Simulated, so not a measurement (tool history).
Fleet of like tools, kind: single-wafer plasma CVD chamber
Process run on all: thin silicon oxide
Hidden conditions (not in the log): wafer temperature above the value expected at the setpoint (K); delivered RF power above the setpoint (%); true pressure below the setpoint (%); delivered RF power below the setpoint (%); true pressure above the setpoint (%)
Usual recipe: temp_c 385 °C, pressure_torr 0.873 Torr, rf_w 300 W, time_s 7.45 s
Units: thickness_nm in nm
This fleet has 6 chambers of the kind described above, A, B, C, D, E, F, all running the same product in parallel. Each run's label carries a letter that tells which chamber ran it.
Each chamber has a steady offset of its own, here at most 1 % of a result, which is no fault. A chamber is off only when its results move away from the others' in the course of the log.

run   hour  temp_c  pressure_torr  rf_w  time_s  hours since the last thermocouple change  hours since the last RF generator calibration  hours since the last manometer calibration  read-back reference wafer on the same gauge, thickness_nm  thickness_nm
 1B      7     385          0.873   300    7.45                                     929.9                                         1701.2                                       613.5                                                     14.298         15.08
 2C   16.6     385          0.873   300    7.45                                     817.1                                          317.6                                        1374                                                      14.29        15.109
 3E     30     385          0.873   300    7.45                                     806.2                                          545.3                                       100.8                                                     14.304        14.749
 4A     39     385          0.873   300    7.45                                    1432.6                                           1137                                        1369                                                     14.312        14.813
 5F   49.7     385          0.873   300    7.45                                     993.6                                          295.4                                       579.3                                                     14.305        14.763
 6D   61.9     385          0.873   340    7.45                                      94.5                                         1163.2                                      1373.7                                                     14.296        15.872
 7B   72.7     385          0.873   340    7.45                                     995.6                                         1766.9                                       679.2                                                     14.298        15.635
 8F   83.8     385          0.873   340    7.45                                    1027.7                                          329.5                                       613.4                                                     14.298        15.496
 9E   94.1     385          0.873   340    7.45                                     870.3                                          609.4                                       164.9                                                     14.287        15.568
10C  103.6     385          0.873   340    7.45                                     904.1                                          404.6                                        1461                                                     14.293        15.718
11A  112.8     385          0.873   340    7.45                                    1506.4                                         1210.8                                      1442.8                                                     14.298        15.528
12D  126.3     385          1.012   245    7.45                                     158.9                                         1227.6                                      1438.1                                                     14.301        15.594
13F  137.7     385          1.012   245    7.45                                    1081.6                                          383.4                                       667.3                                                      14.31        15.304
14C  144.3     385          1.012   245    7.45                                     944.8                                          445.3                                      1501.7                                                     14.306        15.405
15D  151.6     385          1.012   245    7.45                                     184.2                                         1252.9                                      1463.4                                                     14.295        15.724
16E  160.5     385          1.012   245    7.45                                     936.7                                          675.8                                       231.3                                                     14.297        15.236
     166.7  -- chamber D: capacitance manometer re-zeroed and calibrated
17A  169.9     385          1.012   245    7.45                                    1563.5                                         1267.9                                      1499.9                                                     14.283        15.268
18B  179.1     385          0.873   300    7.45                                      1102                                         1873.3                                       785.6                                                     14.292        14.948
19D  190.7     385          0.873   300    7.45                                     223.3                                           1292                                          24                                                     14.294        16.013
20F  199.7     385          0.873   300    7.45                                    1143.6                                          445.4                                       729.3                                                     14.322        14.687
21E  208.5     385          0.873   300    7.45                                     984.7                                          723.8                                       279.3                                                     14.289        14.839
22A  218.1     385          0.873   300    7.45                                    1611.7                                         1316.1                                      1548.1                                                     14.306         14.83
23C  226.8     385          0.873   300    7.45                                    1027.3                                          527.8                                      1584.2                                                      14.29        14.942
     228.9  -- chamber E: RF generator calibrated
24B  238.8     385          0.873   300    7.45                                    1161.7                                           1933                                       845.3                                                     14.297        14.936
25E  250.6     385          0.873   300    7.45                                    1026.8                                           21.7                                       321.4                                                     14.306         14.84
26F  260.3     396          0.873   300    8.31                                    1204.2                                            506                                       789.9                                                     14.305        16.429
     265.9  -- chamber E: thermocouple changed; heater temperature recalibrated
27D  270.5     396          0.873   300    8.31                                     303.1                                         1371.8                                       103.8                                                     14.282        17.566
     280.1  -- chamber D: RF generator calibrated
28A  283.2     396          0.873   300    8.31                                    1676.8                                         1381.2                                      1613.2                                                     14.305        16.417
29B  297.2     396          0.873   300    8.31                                    1220.1                                         1991.4                                       903.7                                                     14.316        16.548
30C  308.6     396          0.873   300    8.31                                    1109.1                                          609.6                                        1666                                                     14.323        16.595
31D  318.1     396          0.873   300    8.31                                     350.7                                           38.1                                       151.4                                                     14.275        17.639
     324.2  -- chamber B: capacitance manometer re-zeroed and calibrated
32F  329.3     385          0.873   300    7.45                                    1273.2                                            575                                       858.9                                                     14.299        14.787
     331.9  -- chamber B: thermocouple changed; heater temperature recalibrated
33B  339.5     385          0.873   300    7.45                                       7.6                                         2033.7                                        15.3                                                     14.307        14.902
34E  353.3     385          0.873   300    7.45                                      87.5                                          124.4                                       424.1                                                     14.293        14.759
35A  363.2     385          0.873   300    7.45                                    1756.8                                         1461.2                                      1693.2                                                     14.296        14.786
36C  374.3     385          0.873   300    7.45                                    1174.8                                          675.3                                      1731.7                                                     14.301        14.972
37F  389.3     385          0.873   300    7.45                                    1333.2                                            635                                       918.9                                                     14.291        14.834
38A  398.3     385          0.873   300    7.45                                    1791.9                                         1496.3                                      1728.3                                                     14.286        14.713
39E  408.7     385          0.873   355    6.63                                     142.9                                          179.8                                       479.5                                                     14.327        14.147
40D  416.8     385          0.873   355    6.63                                     449.4                                          136.8                                       250.1                                                     14.301        15.063
41C  428.3     385          0.873   355    6.63                                    1228.8                                          729.3                                      1785.7                                                     14.275        14.341
42B  441.3     385          0.873   355    6.63                                     109.4                                         2135.5                                       117.1                                                     14.297         14.16
43F  454.5     385          0.873   355    6.63                                    1398.4                                          700.2                                       984.1                                                     14.316        14.065
44A  467.5     385          0.873   355    6.63                                    1861.1                                         1565.5                                      1797.5                                                     14.298        14.052

Decide between three cases: one chamber stands off from its peers, the gauge reading all wafers drifts, or nothing is wrong past each chamber's small offset. Where a chamber is off, say which and what most likely put it there.

A service on chamber D put it out of line with the rest.
Cause: true pressure above the setpoint (%) = 6.62.

Chamber D could run next with any of the 4 candidate recipes listed below; each alters the usual settings, and their results appear as question marks. Which one brings its results back in line with what the other chambers deliver on the usual settings?
To be in line, a result may differ from the other chambers' mean on the usual settings by at most: thickness_nm 0.22 nm
45D-1  478.4     385          0.873   300    6.64                                                                                                                                                                                                             ?
45D-2  478.4     385          0.836   300    7.21                                                                                                                                                                                                             ?
45D-3  478.4     385           0.94   300    7.89                                                                                                                                                                                                             ?
45D-4  478.4     385          0.907   305    7.67                                                                                                                                                                                                             ?

Average result of the remaining chambers running the usual settings: thickness_nm 14.883 nm
  run  thickness_nm
45D-1        14.201
45D-2        14.853
45D-3        17.878
45D-4        17.059
45D-2 puts the chamber back in line with the other chambers.

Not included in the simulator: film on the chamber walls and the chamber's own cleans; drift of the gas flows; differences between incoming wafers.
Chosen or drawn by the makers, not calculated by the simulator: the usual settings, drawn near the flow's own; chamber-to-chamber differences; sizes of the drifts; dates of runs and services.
